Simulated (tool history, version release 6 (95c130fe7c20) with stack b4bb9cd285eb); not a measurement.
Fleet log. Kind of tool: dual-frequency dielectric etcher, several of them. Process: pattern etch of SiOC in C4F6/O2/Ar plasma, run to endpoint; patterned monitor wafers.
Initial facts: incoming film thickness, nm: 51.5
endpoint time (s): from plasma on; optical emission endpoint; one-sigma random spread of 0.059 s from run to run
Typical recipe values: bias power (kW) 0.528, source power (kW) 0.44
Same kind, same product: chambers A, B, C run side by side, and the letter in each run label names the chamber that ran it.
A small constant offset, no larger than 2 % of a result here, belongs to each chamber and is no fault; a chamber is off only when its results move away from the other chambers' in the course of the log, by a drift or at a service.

| run | hour | bias power (kW) | source power (kW) | hours since the last wet clean | hours since the last bias power generator calibration | hours since the last source power generator calibration | endpoint time (s) |
|---|---|---|---|---|---|---|---|
| 1A | 13 | 0.528 | 0.44 | 337.7 | 4825.4 | 517.5 | 16.521 |
| 2B | 27.8 | 0.528 | 0.44 | 147.7 | 1722.1 | 3366.3 | 16.679 |
| 3C | 36.5 | 0.528 | 0.44 | 364 | 1396.8 | 76.5 | 16.361 |
| 4C | 48.6 | 0.528 | 0.44 | 376.1 | 1408.9 | 88.6 | 16.511 |
| 5B | 62.9 | 0.528 | 0.44 | 182.8 | 1757.2 | 3401.4 | 16.563 |
| 6A | 76.2 | 0.528 | 0.44 | 400.9 | 4888.6 | 580.7 | 16.42 |
| 7B | 85.6 | 0.528 | 0.44 | 205.5 | 1779.9 | 3424.1 | 16.628 |
| 8A | 98.7 | 0.439 | 0.44 | 423.4 | 4911.1 | 603.2 | 17.582 |
| 9C | 106.8 | 0.439 | 0.44 | 434.3 | 1467.1 | 146.8 | 17.702 |
| 10A | 117.2 | 0.439 | 0.44 | 441.9 | 4929.6 | 621.7 | 17.694 |
| 11B | 130.6 | 0.528 | 0.44 | 250.5 | 1824.9 | 3469.1 | 16.5 |
| 12C | 139.5 | 0.528 | 0.44 | 467 | 1499.8 | 179.5 | 16.462 |
| 13C | 147.6 | 0.528 | 0.44 | 475.1 | 1507.9 | 187.6 | 16.407 |
| 14A | 155.2 | 0.528 | 0.44 | 479.9 | 4967.6 | 659.7 | 16.224 |
| 15B | 168.7 | 0.636 | 0.41 | 288.6 | 1863 | 3507.2 | 15.892 |
| 16C | 180.7 | 0.636 | 0.41 | 508.2 | 1541 | 220.7 | 15.676 |
| 17B | 195 | 0.636 | 0.41 | 314.9 | 1889.3 | 3533.5 | 15.811 |
| 18A | 201.9 | 0.528 | 0.44 | 526.6 | 5014.3 | 706.4 | 16.057 |
|  | 215.6 | chamber B: source power generator calibrated |
| 19A | 216.3 | 0.528 | 0.44 | 541 | 5028.7 | 720.8 | 16.14 |
| 20C | 224.1 | 0.528 | 0.44 | 551.6 | 1584.4 | 264.1 | 16.434 |
| 21B | 238.2 | 0.528 | 0.44 | 358.1 | 1932.5 | 22.7 | 16.637 |
| 22A | 247.1 | 0.528 | 0.44 | 571.8 | 5059.5 | 751.6 | 16.028 |
|  | 253 | chamber C: wet clean of the chamber |
| 23C | 257.8 | 0.528 | 0.44 | 4.9 | 1618.1 | 297.8 | 16.355 |
|  | 263.3 | chamber B: bias power generator calibrated |
| 24B | 271 | 0.528 | 0.44 | 390.9 | 7.8 | 55.5 | 16.701 |
| 25A | 285.1 | 0.654 | 0.4 | 609.8 | 5097.5 | 789.6 | 15.234 |
| 26C | 293.9 | 0.654 | 0.4 | 41 | 1654.2 | 333.9 | 15.657 |
| 27B | 306.5 | 0.654 | 0.4 | 426.4 | 43.3 | 91 | 15.91 |
| 28A | 313.2 | 0.528 | 0.44 | 637.9 | 5125.6 | 817.7 | 15.861 |
| 29C | 322.3 | 0.528 | 0.44 | 69.4 | 1682.6 | 362.3 | 16.309 |
| 30B | 332.6 | 0.528 | 0.44 | 452.5 | 69.4 | 117.1 | 16.689 |

All chambers now run identical settings, listed one chamber a line with results as question marks. What results will each chamber show?
| 31A | 343.8 | 0.646 | 0.44 |  |  |  | ? |
| 31B | 343.8 | 0.646 | 0.44 |  |  |  | ? |
| 31C | 343.8 | 0.646 | 0.44 |  |  |  | ? |

| run | endpoint time (s) |
|---|---|
| 31A | 14.593 |
| 31B | 15.472 |
| 31C | 15.186 |

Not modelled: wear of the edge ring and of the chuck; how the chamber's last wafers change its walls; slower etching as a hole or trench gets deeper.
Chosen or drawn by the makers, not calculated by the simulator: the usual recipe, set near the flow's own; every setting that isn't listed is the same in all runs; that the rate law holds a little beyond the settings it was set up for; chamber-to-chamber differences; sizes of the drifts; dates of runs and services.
